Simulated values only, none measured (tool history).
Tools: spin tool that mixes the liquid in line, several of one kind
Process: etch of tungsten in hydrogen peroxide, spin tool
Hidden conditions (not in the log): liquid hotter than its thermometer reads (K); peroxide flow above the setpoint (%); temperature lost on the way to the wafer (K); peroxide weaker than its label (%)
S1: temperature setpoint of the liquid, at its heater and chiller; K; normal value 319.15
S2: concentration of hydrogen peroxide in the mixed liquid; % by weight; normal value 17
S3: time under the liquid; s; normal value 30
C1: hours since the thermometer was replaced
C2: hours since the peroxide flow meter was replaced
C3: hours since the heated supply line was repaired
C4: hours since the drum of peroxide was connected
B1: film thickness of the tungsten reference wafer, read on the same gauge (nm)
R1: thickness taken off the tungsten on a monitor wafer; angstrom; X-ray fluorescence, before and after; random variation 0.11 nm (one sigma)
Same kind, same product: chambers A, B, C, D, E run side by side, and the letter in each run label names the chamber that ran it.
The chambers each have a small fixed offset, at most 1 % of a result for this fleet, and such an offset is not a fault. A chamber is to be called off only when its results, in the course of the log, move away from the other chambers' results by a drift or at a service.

{"run": "1D", "hour": 3.6, "S1": 319.15, "S2": 17, "S3": 30, "C1": 2155.1, "C2": 1513.1, "C3": 1297.8, "C4": 502.8, "B1": 149.99, "R1": 188.14}
{"run": "2A", "hour": 9.5, "S1": 319.15, "S2": 17, "S3": 30, "C1": 1080.2, "C2": 574.3, "C3": 462.7, "C4": 108.6, "B1": 149.98, "R1": 185.5}
{"run": "3C", "hour": 12.8, "S1": 319.15, "S2": 17, "S3": 30, "C1": 1436.8, "C2": 295.3, "C3": 1482.1, "C4": 443.7, "B1": 150, "R1": 185.29}
{"run": "4E", "hour": 18.5, "S1": 319.15, "S2": 17, "S3": 30, "C1": 1874, "C2": 1475.8, "C3": 998, "C4": 168.7, "B1": 150.01, "R1": 184.17}
{"run": "5B", "hour": 21.9, "S1": 319.15, "S2": 17, "S3": 15, "C1": 725.4, "C2": 821.7, "C3": 27.9, "C4": 179.6, "B1": 150.02, "R1": 93.148}
{"run": "6E", "hour": 26.8, "S1": 319.15, "S2": 17, "S3": 15, "C1": 1882.3, "C2": 1484.1, "C3": 1006.3, "C4": 177, "B1": 150, "R1": 92.882}
{"run": "7B", "hour": 32.3, "S1": 319.15, "S2": 17, "S3": 15, "C1": 735.8, "C2": 832.1, "C3": 38.3, "C4": 190, "B1": 150, "R1": 93.735}
{"run": "8C", "hour": 36.7, "S1": 319.15, "S2": 17, "S3": 15, "C1": 1460.7, "C2": 319.2, "C3": 1506, "C4": 467.6, "B1": 150.03, "R1": 93.068}
{"run": "9A", "hour": 41.1, "S1": 319.15, "S2": 17, "S3": 15, "C1": 1111.8, "C2": 605.9, "C3": 494.3, "C4": 140.2, "B1": 150.02, "R1": 92}
{"run": "10D", "hour": 44.5, "S1": 319.15, "S2": 17, "S3": 30, "C1": 2196, "C2": 1554, "C3": 1338.7, "C4": 543.7, "B1": 149.98, "R1": 186.83}
{"run": "11B", "hour": 49.9, "S1": 319.15, "S2": 17, "S3": 30, "C1": 753.4, "C2": 849.7, "C3": 55.9, "C4": 207.6, "B1": 149.99, "R1": 186.36}
{"run": "12A", "hour": 52.7, "S1": 319.15, "S2": 17, "S3": 30, "C1": 1123.4, "C2": 617.5, "C3": 505.9, "C4": 151.8, "B1": 150.03, "R1": 183.04}
{"run": "13D", "hour": 56.9, "S1": 319.15, "S2": 17, "S3": 30, "C1": 2208.4, "C2": 1566.4, "C3": 1351.1, "C4": 556.1, "B1": 149.97, "R1": 187.18}
{"run": "14C", "hour": 59.8, "S1": 319.15, "S2": 17, "S3": 30, "C1": 1483.8, "C2": 342.3, "C3": 1529.1, "C4": 490.7, "B1": 150.03, "R1": 184.57}
{"run": "15E", "hour": 62.8, "S1": 319.15, "S2": 17, "S3": 30, "C1": 1918.3, "C2": 1520.1, "C3": 1042.3, "C4": 213, "B1": 149.97, "R1": 183.97}
{"run": "16E", "hour": 65.8, "S1": 319.15, "S2": 17, "S3": 30, "C1": 1921.3, "C2": 1523.1, "C3": 1045.3, "C4": 216, "B1": 150.04, "R1": 183.76}
{"hour": 68.1, "done": "chamber E: heated supply line repaired"}
{"run": "17B", "hour": 70.9, "S1": 319.15, "S2": 17, "S3": 30, "C1": 774.4, "C2": 870.7, "C3": 76.9, "C4": 228.6, "B1": 150, "R1": 187.29}
{"run": "18C", "hour": 76.5, "S1": 319.15, "S2": 17, "S3": 30, "C1": 1500.5, "C2": 359, "C3": 1545.8, "C4": 507.4, "B1": 150, "R1": 184.89}
{"run": "19D", "hour": 82.0, "S1": 319.15, "S2": 19.5, "S3": 20, "C1": 2233.5, "C2": 1591.5, "C3": 1376.2, "C4": 581.2, "B1": 150, "R1": 135.7}
{"run": "20A", "hour": 87.1, "S1": 319.15, "S2": 19.5, "S3": 20, "C1": 1157.8, "C2": 651.9, "C3": 540.3, "C4": 186.2, "B1": 149.97, "R1": 129.86}
{"run": "21E", "hour": 90.6, "S1": 319.15, "S2": 19.5, "S3": 20, "C1": 1946.1, "C2": 1547.9, "C3": 22.5, "C4": 240.8, "B1": 149.98, "R1": 132.8}
{"run": "22C", "hour": 94.3, "S1": 319.15, "S2": 19.5, "S3": 20, "C1": 1518.3, "C2": 376.8, "C3": 1563.6, "C4": 525.2, "B1": 150.04, "R1": 132.33}
{"run": "23D", "hour": 99.8, "S1": 319.15, "S2": 19.5, "S3": 20, "C1": 2251.3, "C2": 1609.3, "C3": 1394, "C4": 599, "B1": 150.03, "R1": 132.73}
{"run": "24A", "hour": 103.5, "S1": 319.15, "S2": 17, "S3": 30, "C1": 1174.2, "C2": 668.3, "C3": 556.7, "C4": 202.6, "B1": 150, "R1": 179.7}
{"run": "25B", "hour": 106.1, "S1": 310.65, "S2": 17, "S3": 30, "C1": 809.6, "C2": 905.9, "C3": 112.1, "C4": 263.8, "B1": 150.01, "R1": 109.13}
{"hour": 109.3, "done": "chamber C: heated supply line repaired"}
{"run": "26E", "hour": 111.6, "S1": 310.65, "S2": 17, "S3": 30, "C1": 1967.1, "C2": 1568.9, "C3": 43.5, "C4": 261.8, "B1": 150, "R1": 107.49}
{"run": "27C", "hour": 115.6, "S1": 310.65, "S2": 17, "S3": 30, "C1": 1539.6, "C2": 398.1, "C3": 6.3, "C4": 546.5, "B1": 150.04, "R1": 107.8}
{"run": "28D", "hour": 120.8, "S1": 310.65, "S2": 17, "S3": 30, "C1": 2272.3, "C2": 1630.3, "C3": 1415, "C4": 620, "B1": 149.97, "R1": 109.58}
{"run": "29A", "hour": 124.7, "S1": 310.65, "S2": 17, "S3": 30, "C1": 1195.4, "C2": 689.5, "C3": 577.9, "C4": 223.8, "B1": 149.96, "R1": 102.87}
{"run": "30B", "hour": 130.5, "S1": 319.15, "S2": 17, "S3": 30, "C1": 834, "C2": 930.3, "C3": 136.5, "C4": 288.2, "B1": 150.04, "R1": 187.35}
{"run": "31E", "hour": 134.1, "S1": 323.15, "S2": 17, "S3": 45, "C1": 1989.6, "C2": 1591.4, "C3": 66, "C4": 284.3, "B1": 149.97, "R1": 354.35}
{"run": "32B", "hour": 139.2, "S1": 323.15, "S2": 17, "S3": 45, "C1": 842.7, "C2": 939, "C3": 145.2, "C4": 296.9, "B1": 150, "R1": 362.42}
{"run": "33A", "hour": 143.2, "S1": 323.15, "S2": 17, "S3": 45, "C1": 1213.9, "C2": 708, "C3": 596.4, "C4": 242.3, "B1": 149.99, "R1": 342.53}
{"run": "34D", "hour": 146.9, "S1": 323.15, "S2": 17, "S3": 45, "C1": 2298.4, "C2": 1656.4, "C3": 1441.1, "C4": 646.1, "B1": 150.02, "R1": 363.39}

Read the log: is a single chamber off, either drifting away or since a service, is the gauge that measures every chamber drifting, or is nothing wrong beyond small per-chamber offsets? Name any odd chamber and what most likely caused it.

Little by little, chamber A moves away from the other chambers.
Most likely cause: temperature lost on the way to the wafer (K) = 0.902.
From this log alone, it may not be told apart from: liquid colder than its thermometer reads (K); peroxide flow below the setpoint (%).

Which of the 4 candidates below, each the usual settings with something changed and its results left as question marks, puts chamber A back in line with what the other chambers give on the usual settings?
In line means no further than this from the other chambers' mean on the usual settings: R1 3.9 angstrom
{"run": "35A-1", "hour": 151.2, "S1": 319.15, "S2": 20.5, "S3": 30, "R1": "?"}
{"run": "35A-2", "hour": 151.2, "S1": 319.15, "S2": 15.5, "S3": 30, "R1": "?"}
{"run": "35A-3", "hour": 151.2, "S1": 319.15, "S2": 19, "S3": 30, "R1": "?"}
{"run": "35A-4", "hour": 151.2, "S1": 317.65, "S2": 17, "S3": 30, "R1": "?"}

On the usual settings, the other chambers give on average: R1 186.46 angstrom
run=35A-1 R1=194.67
run=35A-2 R1=169.53
run=35A-3 R1=187.48
run=35A-4 R1=161.06
It is 35A-3 that realigns the chamber with its peers.
